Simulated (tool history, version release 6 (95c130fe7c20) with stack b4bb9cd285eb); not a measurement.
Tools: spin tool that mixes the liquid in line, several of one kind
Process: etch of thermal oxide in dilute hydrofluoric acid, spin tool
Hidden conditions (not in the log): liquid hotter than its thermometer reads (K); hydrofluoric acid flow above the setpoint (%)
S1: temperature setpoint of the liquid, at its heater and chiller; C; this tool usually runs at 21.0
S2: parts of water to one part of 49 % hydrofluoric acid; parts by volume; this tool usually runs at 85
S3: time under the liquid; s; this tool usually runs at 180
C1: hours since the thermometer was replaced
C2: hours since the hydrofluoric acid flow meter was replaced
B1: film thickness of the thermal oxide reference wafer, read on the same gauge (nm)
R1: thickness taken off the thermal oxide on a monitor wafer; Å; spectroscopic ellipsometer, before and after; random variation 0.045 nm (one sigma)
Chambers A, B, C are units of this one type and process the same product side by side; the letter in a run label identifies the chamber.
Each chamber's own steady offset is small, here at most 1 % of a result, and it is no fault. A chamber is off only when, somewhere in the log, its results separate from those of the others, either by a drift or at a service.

run   hour    S1   S2   S3      C1      C2      B1       R1
 1C   11.6  21.0   85  180   396.7    58.0  140.00   87.910
 2B   21.3  21.0   85  180   694.2  1193.4  140.01   89.285
 3A   34.9  21.0   85  180  1764.5   199.6  140.01   88.794
 4B   49.5  21.0   85  180   722.4  1221.6  139.98   89.273
 5C   57.1  25.5   85  180   442.2   103.5  140.00  104.070
 6A   70.4  25.5   85  180  1800.0   235.1  140.01  107.450
 7C   81.6  25.5   85  180   466.7   128.0  140.01  105.410
 8B   88.4  21.0   85  220   761.3  1260.5  140.01  108.700
 9A   95.5  21.0   85  220  1825.1   260.2  140.00  109.070
10A  110.6  21.0   85  220  1840.2   275.3  140.00  109.030
11B  122.5  21.0   85  180   795.4  1294.6  140.03   89.404
12C  137.9  23.0  125  180   523.0   184.3  140.00   62.503
13C  151.0  23.0  125  180   536.1   197.4  140.03   61.709
14B  165.3  23.0  125  180   838.2  1337.4  139.99   63.005
15A  174.0  21.0   85  180  1903.6   338.7  139.97   88.358
16C  181.3  21.0   85  180   566.4   227.7  140.00   87.044
17A  191.7  21.0   85  180  1921.3   356.4  140.00   89.080
18B  199.7  21.0   85  180   872.6  1371.8  140.00   90.263
19B  207.7  21.0   85  180   880.6  1379.8  139.99   89.766
20A  215.3  21.0   85  180  1944.9   380.0  140.00   88.769
21C  228.3  21.0   85  180   613.4   274.7  140.00   88.022
22A  243.3  21.0   85  180  1972.9   408.0  140.02   89.144
23C  255.8  17.0   85  180   640.9   302.2  140.02   74.098
24B  268.9  17.0   85  180   941.8  1441.0  140.01   77.268
25B  278.5  17.0   85  180   951.4  1450.6  140.03   76.564
26C  291.0  21.0   85  180   676.1   337.4  140.00   88.872
27A  304.0  21.0   85  180  2033.6   468.7  140.02   89.067
28A  312.2  21.0   85  180  2041.8   476.9  140.02   88.695
29C  323.2  21.0   85  180   708.3   369.6  140.01   87.334
30B  332.6  21.0   85  180  1005.5  1504.7  140.00   91.854
31A  346.6  17.5   85  180  2076.2   511.3  140.00   76.773
32C  357.8  17.5   85  180   742.9   404.2  140.03   76.106
33B  367.7  17.5   85  180  1040.6  1539.8  139.98   79.451
34A  379.3  21.0   85  180  2108.9   544.0  139.97   89.048
35B  393.4  21.0   85  180  1066.3  1565.5  140.01   93.814
36C  404.5  21.0   85  180   789.6   450.9  139.99   88.124
     416.5  -- chamber A: thermometer replaced
37B  417.2  21.0   85  180  1090.1  1589.3  139.99   93.562
38A  425.9  21.0   85  180     9.5   590.6  140.02   89.324
     426.7  -- chamber A: hydrofluoric acid flow meter replaced
39C  439.3  26.0  115  180   824.4   485.7  140.00   76.401
40A  448.3  26.0  115  180    31.9    21.7  139.99   77.279
41C  459.1  26.0  115  180   844.2   505.5  139.98   76.631
42B  472.8  21.0   85  180  1145.7  1644.9  140.00   94.374
43A  483.4  21.0   85  180    67.0    56.8  140.01   88.539
44C  493.0  21.0   85  180   878.1   539.4  140.01   88.290

For the next run the whole fleet of 3 chambers uses the same settings. Give each chamber's results:
45A  504.2  21.0  85  180               ?
45B  504.2  21.0  85  180               ?
45C  504.2  21.0  85  180               ?

run      R1
45A  88.773
45B  94.041
45C  87.911
